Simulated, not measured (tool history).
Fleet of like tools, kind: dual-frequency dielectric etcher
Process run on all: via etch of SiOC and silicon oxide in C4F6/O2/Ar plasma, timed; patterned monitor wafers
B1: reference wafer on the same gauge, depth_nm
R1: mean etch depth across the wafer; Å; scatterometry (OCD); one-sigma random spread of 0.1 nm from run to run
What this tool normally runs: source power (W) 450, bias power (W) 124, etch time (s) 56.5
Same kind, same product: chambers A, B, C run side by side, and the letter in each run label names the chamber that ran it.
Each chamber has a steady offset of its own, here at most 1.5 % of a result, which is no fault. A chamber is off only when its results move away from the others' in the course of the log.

Run 1C, day 0.171: usual settings; B1 52.903. Result: R1 594.61 Å.
Run 2B, day 0.279: usual settings; B1 52.901. Result: R1 589.98 Å.
Run 3A, day 0.450: usual settings; B1 52.925. Result: R1 590.52 Å.
Run 4B, day 0.550: usual settings; B1 52.905. Result: R1 590.16 Å.
Run 5C, day 0.638: usual settings; B1 52.922. Result: R1 595.66 Å.
Run 6A, day 0.788: usual settings; B1 52.950. Result: R1 591.42 Å.
Run 7C, day 0.912: usual settings; B1 52.964. Result: R1 595.19 Å.
Run 8A, day 1.096: usual settings; B1 52.954. Result: R1 591.52 Å.
Run 9B, day 1.267: usual settings; B1 52.982. Result: R1 588.25 Å.
Run 10A, day 1.404: usual settings but bias power (W) 103, etch time (s) 44.0; B1 53.010. Result: R1 436.76 Å.
Run 11B, day 1.525: usual settings but bias power (W) 103, etch time (s) 44.0; B1 52.983. Result: R1 435.94 Å.
Run 12C, day 1.700: usual settings but bias power (W) 103, etch time (s) 44.0; B1 52.995. Result: R1 439.48 Å.
Run 13C, day 1.862: usual settings; B1 53.022. Result: R1 597.84 Å.
At day 1.946: chamber C: wet clean of the chamber.
Run 14B, day 2.000: usual settings; B1 53.013. Result: R1 592.06 Å.
Run 15A, day 2.100: usual settings; B1 53.063. Result: R1 591.82 Å.
Run 16A, day 2.254: usual settings; B1 53.027. Result: R1 591.26 Å.
Run 17C, day 2.392: usual settings; B1 53.055. Result: R1 596.45 Å.
Run 18B, day 2.550: usual settings but etch time (s) 45.0; B1 53.049. Result: R1 472.32 Å.
Run 19C, day 2.712: usual settings but etch time (s) 45.0; B1 53.058. Result: R1 477.36 Å.
Run 20A, day 2.812: usual settings but etch time (s) 45.0; B1 53.059. Result: R1 472.24 Å.
Run 21B, day 2.988: usual settings but source power (W) 490, etch time (s) 65.0; B1 53.074. Result: R1 703.72 Å.
Run 22A, day 3.079: usual settings but source power (W) 490, etch time (s) 65.0; B1 53.088. Result: R1 702.55 Å.
Run 23B, day 3.262: usual settings but source power (W) 490, etch time (s) 65.0; B1 53.091. Result: R1 702.41 Å.
Run 24C, day 3.354: usual settings but bias power (W) 104, etch time (s) 41.5; B1 53.098. Result: R1 418.67 Å.
Run 25A, day 3.512: usual settings but bias power (W) 104, etch time (s) 41.5; B1 53.131. Result: R1 414.02 Å.
Run 26C, day 3.629: usual settings but bias power (W) 104, etch time (s) 41.5; B1 53.116. Result: R1 416.72 Å.
Run 27B, day 3.717: usual settings; B1 53.134. Result: R1 592.70 Å.
Run 28C, day 3.854: usual settings; B1 53.140. Result: R1 598.14 Å.
Run 29B, day 4.012: usual settings but source power (W) 550; B1 53.136. Result: R1 640.68 Å.
Run 30A, day 4.138: usual settings but source power (W) 550; B1 53.137. Result: R1 641.81 Å.
Run 31B, day 4.229: usual settings but source power (W) 550; B1 53.151. Result: R1 640.87 Å.
Run 32C, day 4.392: usual settings; B1 53.164. Result: R1 597.48 Å.
Run 33A, day 4.504: usual settings; B1 53.180. Result: R1 593.07 Å.
Run 34A, day 4.692: usual settings; B1 53.167. Result: R1 592.36 Å.
Run 35C, day 4.879: usual settings; B1 53.225. Result: R1 598.76 Å.
Run 36B, day 5.004: usual settings but etch time (s) 43.0; B1 53.198. Result: R1 451.74 Å.
Run 37A, day 5.125: usual settings but etch time (s) 43.0; B1 53.192. Result: R1 451.12 Å.
Run 38B, day 5.225: usual settings but etch time (s) 43.0; B1 53.222. Result: R1 450.03 Å.
Run 39C, day 5.412: usual settings; B1 53.241. Result: R1 598.53 Å.
Run 40B, day 5.562: usual settings; B1 53.256. Result: R1 593.50 Å.
Run 41A, day 5.679: usual settings; B1 53.236. Result: R1 594.68 Å.
Run 42C, day 5.862: usual settings; B1 53.246. Result: R1 599.25 Å.
Run 43B, day 5.954: usual settings; B1 53.235. Result: R1 591.60 Å.
Run 44C, day 6.050: usual settings; B1 53.272. Result: R1 599.57 Å.

Each of the 3 chambers runs these same settings next. Fill in every chamber's results:
Run 45A, day 6.183: usual settings but bias power (W) 146. Result: R1 ?.
Run 45B, day 6.183: usual settings but bias power (W) 146. Result: R1 ?.
Run 45C, day 6.183: usual settings but bias power (W) 146. Result: R1 ?.

run      R1
45A  624.65
45B  624.06
45C  628.66

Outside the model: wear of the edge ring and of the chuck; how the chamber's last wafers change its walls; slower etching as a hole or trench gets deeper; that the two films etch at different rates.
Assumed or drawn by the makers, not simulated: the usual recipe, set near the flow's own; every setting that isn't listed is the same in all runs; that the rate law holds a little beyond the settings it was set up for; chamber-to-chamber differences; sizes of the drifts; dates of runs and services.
